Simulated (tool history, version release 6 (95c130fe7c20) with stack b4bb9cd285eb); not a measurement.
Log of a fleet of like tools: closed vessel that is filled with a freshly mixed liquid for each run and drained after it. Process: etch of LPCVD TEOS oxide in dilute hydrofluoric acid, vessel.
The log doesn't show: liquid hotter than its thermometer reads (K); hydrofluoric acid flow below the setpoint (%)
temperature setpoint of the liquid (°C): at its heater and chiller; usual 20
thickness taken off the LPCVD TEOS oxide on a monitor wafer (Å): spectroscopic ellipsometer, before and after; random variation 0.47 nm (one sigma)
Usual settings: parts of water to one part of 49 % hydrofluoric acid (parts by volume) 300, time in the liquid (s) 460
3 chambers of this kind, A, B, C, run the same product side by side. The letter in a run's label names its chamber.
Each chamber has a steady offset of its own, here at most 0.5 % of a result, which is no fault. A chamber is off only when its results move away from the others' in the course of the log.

| run | day | temperature setpoint of the liquid (°C) | parts of water to one part of 49 % hydrofluoric acid (parts by volume) | time in the liquid (s) | hours since the thermometer was replaced | hours since the hydrofluoric acid flow meter was replaced | read-back film thickness of the LPCVD TEOS oxide reference wafer, read on the same gauge (nm) | thickness taken off the LPCVD TEOS oxide on a monitor wafer (Å) |
|---|---|---|---|---|---|---|---|---|
| 1C | 0.162 | 20 | 300 | 460 | 2082.4 | 949.8 | 120.04 | 585.25 |
| 2A | 0.35 | 20 | 300 | 460 | 1260.5 | 47.8 | 120 | 589.86 |
| 3B | 0.567 | 20 | 300 | 460 | 1736.8 | 437.9 | 119.98 | 585.06 |
| 4A | 0.775 | 20 | 300 | 460 | 1270.7 | 58 | 119.99 | 594.94 |
| 5C | 1.021 | 20 | 300 | 460 | 2103 | 970.4 | 119.98 | 593.92 |
| 6B | 1.292 | 20 | 300 | 460 | 1754.2 | 455.3 | 120.01 | 588.98 |
| 7A | 1.554 | 20 | 300 | 460 | 1289.4 | 76.7 | 119.97 | 589.42 |
| 8C | 1.771 | 20 | 300 | 460 | 2121 | 988.4 | 120.03 | 581.18 |
| 9B | 1.9 | 20 | 300 | 460 | 1768.8 | 469.9 | 120.02 | 588.31 |
| 10C | 2.125 | 20 | 300 | 460 | 2129.5 | 996.9 | 119.96 | 592.79 |
| 11A | 2.383 | 20 | 300 | 460 | 1309.3 | 96.6 | 120.01 | 586.34 |
| 12B | 2.542 | 18 | 255 | 460 | 1784.2 | 485.3 | 120.01 | 658.09 |
| 13C | 2.662 | 18 | 255 | 460 | 2142.4 | 1009.8 | 120 | 672.76 |
| 14A | 2.933 | 18 | 255 | 460 | 1322.5 | 109.8 | 119.99 | 680.31 |
| 15B | 3.083 | 20 | 300 | 460 | 1797.2 | 498.3 | 119.99 | 573.22 |
| 16C | 3.321 | 20 | 300 | 460 | 2158.2 | 1025.6 | 120 | 594.07 |
| 17A | 3.462 | 20 | 300 | 460 | 1335.2 | 122.5 | 120 | 585.5 |
| 18B | 3.679 | 20 | 300 | 460 | 1811.5 | 512.6 | 119.97 | 573.29 |
| 19A | 3.879 | 20 | 300 | 460 | 1345.2 | 132.5 | 119.98 | 588.36 |
| 20C | 4.021 | 20 | 300 | 460 | 2175 | 1042.4 | 119.98 | 586.13 |
| 21B | 4.279 | 17 | 300 | 210 | 1825.9 | 527 | 120 | 235.47 |
| 22A | 4.508 | 17 | 300 | 210 | 1360.3 | 147.6 | 119.99 | 237.91 |
| 23B | 4.721 | 17 | 300 | 210 | 1836.5 | 537.6 | 120.02 | 232.09 |
| 24C | 4.85 | 20 | 300 | 460 | 2194.9 | 1062.3 | 120.01 | 585.3 |
| 25C | 4.996 | 20 | 300 | 460 | 2198.4 | 1065.8 | 120.01 | 579.97 |
| 26A | 5.242 | 20 | 300 | 460 | 1377.9 | 165.2 | 120.02 | 582.22 |
| 27B | 5.371 | 20 | 300 | 460 | 1852.1 | 553.2 | 119.95 | 561.71 |
| 28B | 5.633 | 20 | 300 | 460 | 1858.4 | 559.5 | 119.99 | 563.76 |
| 29A | 5.821 | 20 | 300 | 460 | 1391.8 | 179.1 | 119.98 | 594.46 |
| 30C | 6.038 | 20 | 300 | 460 | 2223.4 | 1090.8 | 119.98 | 586.18 |
| 31B | 6.233 | 20 | 300 | 460 | 1872.8 | 573.9 | 119.99 | 557.4 |
| 32A | 6.421 | 20 | 300 | 460 | 1406.2 | 193.5 | 120.03 | 594.85 |
| 33C | 6.558 | 20 | 300 | 460 | 2235.9 | 1103.3 | 120 | 590.91 |
| 34A | 6.792 | 20 | 300 | 460 | 1415.1 | 202.4 | 119.98 | 595.49 |
| 35C | 6.95 | 20 | 300 | 460 | 2245.3 | 1112.7 | 120.01 | 596.5 |
| 36B | 7.104 | 20 | 300 | 460 | 1893.7 | 594.8 | 120.01 | 548.44 |
| 37A | 7.267 | 20 | 300 | 460 | 1426.5 | 213.8 | 119.96 | 587.48 |
| 38C | 7.446 | 20 | 300 | 460 | 2257.2 | 1124.6 | 120.02 | 584.99 |
| 39B | 7.638 | 20 | 300 | 460 | 1906.5 | 607.6 | 119.98 | 541.39 |

Is one chamber off against the others, does the gauge drift, or is nothing wrong? If a chamber is off, say which, and what the likeliest cause is.

Chamber B drifts away from the others.
Cause: hydrofluoric acid flow below the setpoint (%) = 5.64.
The log may not tell that from: liquid colder than its thermometer reads (K).

Here are 4 candidates for chamber B's next run, each the usual settings with a change, their results left as question marks. Which one brings its results back in line with what the others give on the usual settings?
In line means no further than this from the other chambers' mean on the usual settings: thickness taken off the LPCVD TEOS oxide on a monitor wafer (Å) 16
| 40B-1 | 7.838 | 20 | 320 | 430 |  |  |  | ? |
| 40B-2 | 7.838 | 20.5 | 270 | 460 |  |  |  | ? |
| 40B-3 | 7.838 | 20 | 280 | 460 |  |  |  | ? |
| 40B-4 | 7.838 | 20 | 310 | 445 |  |  |  | ? |

The other chambers' mean on the usual settings: thickness taken off the LPCVD TEOS oxide on a monitor wafer (Å) 590.48
| run | thickness taken off the LPCVD TEOS oxide on a monitor wafer (Å) |
|---|---|
| 40B-1 | 466.77 |
| 40B-2 | 633.74 |
| 40B-3 | 593.86 |
| 40B-4 | 503.53 |
40B-3 brings the chamber back in line.

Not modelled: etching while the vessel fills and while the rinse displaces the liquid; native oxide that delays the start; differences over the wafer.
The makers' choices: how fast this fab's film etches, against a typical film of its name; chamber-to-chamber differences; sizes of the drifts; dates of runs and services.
